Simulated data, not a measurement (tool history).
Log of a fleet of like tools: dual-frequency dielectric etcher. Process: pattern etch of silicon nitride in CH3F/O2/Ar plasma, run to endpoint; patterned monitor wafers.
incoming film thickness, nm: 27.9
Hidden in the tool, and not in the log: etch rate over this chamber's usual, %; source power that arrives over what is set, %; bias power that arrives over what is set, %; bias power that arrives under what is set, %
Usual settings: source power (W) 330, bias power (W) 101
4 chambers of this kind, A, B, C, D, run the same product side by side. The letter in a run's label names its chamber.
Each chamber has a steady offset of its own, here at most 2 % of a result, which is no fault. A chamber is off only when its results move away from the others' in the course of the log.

run	hour	source power (W)	bias power (W)	hours since the last wet clean	hours since the last source power generator calibration	hours since the last bias power generator calibration	endpoint time (s)
1C	4.6	330	101	120.6	1005.4	1276	38.941
2B	12.6	330	101	517.1	3271.7	3403.4	38.545
3D	22	330	101	394.4	2959.4	3334.4	38.275
4A	26.3	330	101	487.4	876.1	838.1	38.132
5B	34.8	330	101	539.3	3293.9	3425.6	38.36
6D	41.8	330	101	414.2	2979.2	3354.2	38.362
7A	47.5	330	101	508.6	897.3	859.3	38.151
8C	51.7	330	101	167.7	1052.5	1323.1	38.79
9B	61	330	101	565.5	3320.1	3451.8	38.478
10C	66.7	330	101	182.7	1067.5	1338.1	39.037
# hour 71.3: chamber D: wet clean of the chamber
11A	73.3	330	101	534.4	923.1	885.1	38.483
12D	80.6	330	101	9.4	3018	3393	38.523
13A	85.7	360	119	546.8	935.5	897.5	34.764
14C	90.9	360	119	206.9	1091.7	1362.3	35.499
15D	98.8	360	119	27.6	3036.2	3411.2	35.107
16B	104.5	360	119	609	3363.6	3495.3	35.362
17B	112	330	101	616.5	3371.1	3502.8	38.485
18D	118.7	330	101	47.5	3056.1	3431.1	38.609
19A	124.4	330	101	585.5	974.2	936.2	38.198
20C	129.6	330	101	245.6	1130.4	1401	39.106
# hour 130.4: chamber B: wet clean of the chamber
21C	135.5	330	101	251.5	1136.3	1406.9	39.022
22B	144.5	330	101	14.2	3403.6	3535.3	36.451
23A	149.1	330	101	610.2	998.9	960.9	38.282
24D	156.4	330	101	85.2	3093.8	3468.8	38.584
25B	164.6	330	101	34.3	3423.7	3555.4	36.461
26D	172.5	330	101	101.3	3109.9	3484.9	38.558
27A	181.5	330	101	642.6	1031.3	993.3	38.316
28C	189.3	330	101	305.3	1190.1	1460.7	38.947
29D	197.5	330	101	126.3	3134.9	3509.9	38.41
30B	203.1	270	82	72.8	3462.2	3593.9	41.919
31C	208.8	270	82	324.8	1209.6	1480.2	45.584
# hour 209.4: chamber A: wet clean of the chamber
32A	217	270	82	7.7	1066.8	1028.8	44.374
33C	224.9	270	82	340.9	1225.7	1496.3	45.338
34D	231.9	330	116	160.7	3169.3	3544.3	36.364
35B	240.8	330	116	110.5	3499.9	3631.6	34.614
36A	247.9	330	116	38.6	1097.7	1059.7	36.221
37B	255.4	330	116	125.1	3514.5	3646.2	35.012
38D	260.3	330	101	189.1	3197.7	3572.7	38.492
39A	269.6	330	101	60.3	1119.4	1081.4	38.129
40C	274.3	330	101	390.3	1275.1	1545.7	39.061
41D	282.6	270	90	211.4	3220	3595	42.929
42A	291.4	270	90	82.1	1141.2	1103.2	43.3
43B	299	270	90	168.7	3558.1	3689.8	41.17

Is one chamber off against the others, does the gauge drift, or is nothing wrong? If a chamber is off, say which, and what the likeliest cause is.

A service left chamber B off against the others.
Cause: etch rate over this chamber's usual, % = 5.3.

Here are 4 candidates for chamber B's next run, each the usual settings with a change, their results left as question marks. Which one brings its results back in line with what the others give on the usual settings?
In line means no further than this from the other chambers' mean on the usual settings: endpoint time (s) 0.64
44B-1	305.8	380	101				?
44B-2	305.8	280	101				?
44B-3	305.8	380	118				?
44B-4	305.8	280	87				?

The other chambers' mean on the usual settings: endpoint time (s) 38.542
run	endpoint time (s)
44B-1	34.653
44B-2	38.729
44B-3	32.719
44B-4	40.901
44B-2 brings the chamber back in line.

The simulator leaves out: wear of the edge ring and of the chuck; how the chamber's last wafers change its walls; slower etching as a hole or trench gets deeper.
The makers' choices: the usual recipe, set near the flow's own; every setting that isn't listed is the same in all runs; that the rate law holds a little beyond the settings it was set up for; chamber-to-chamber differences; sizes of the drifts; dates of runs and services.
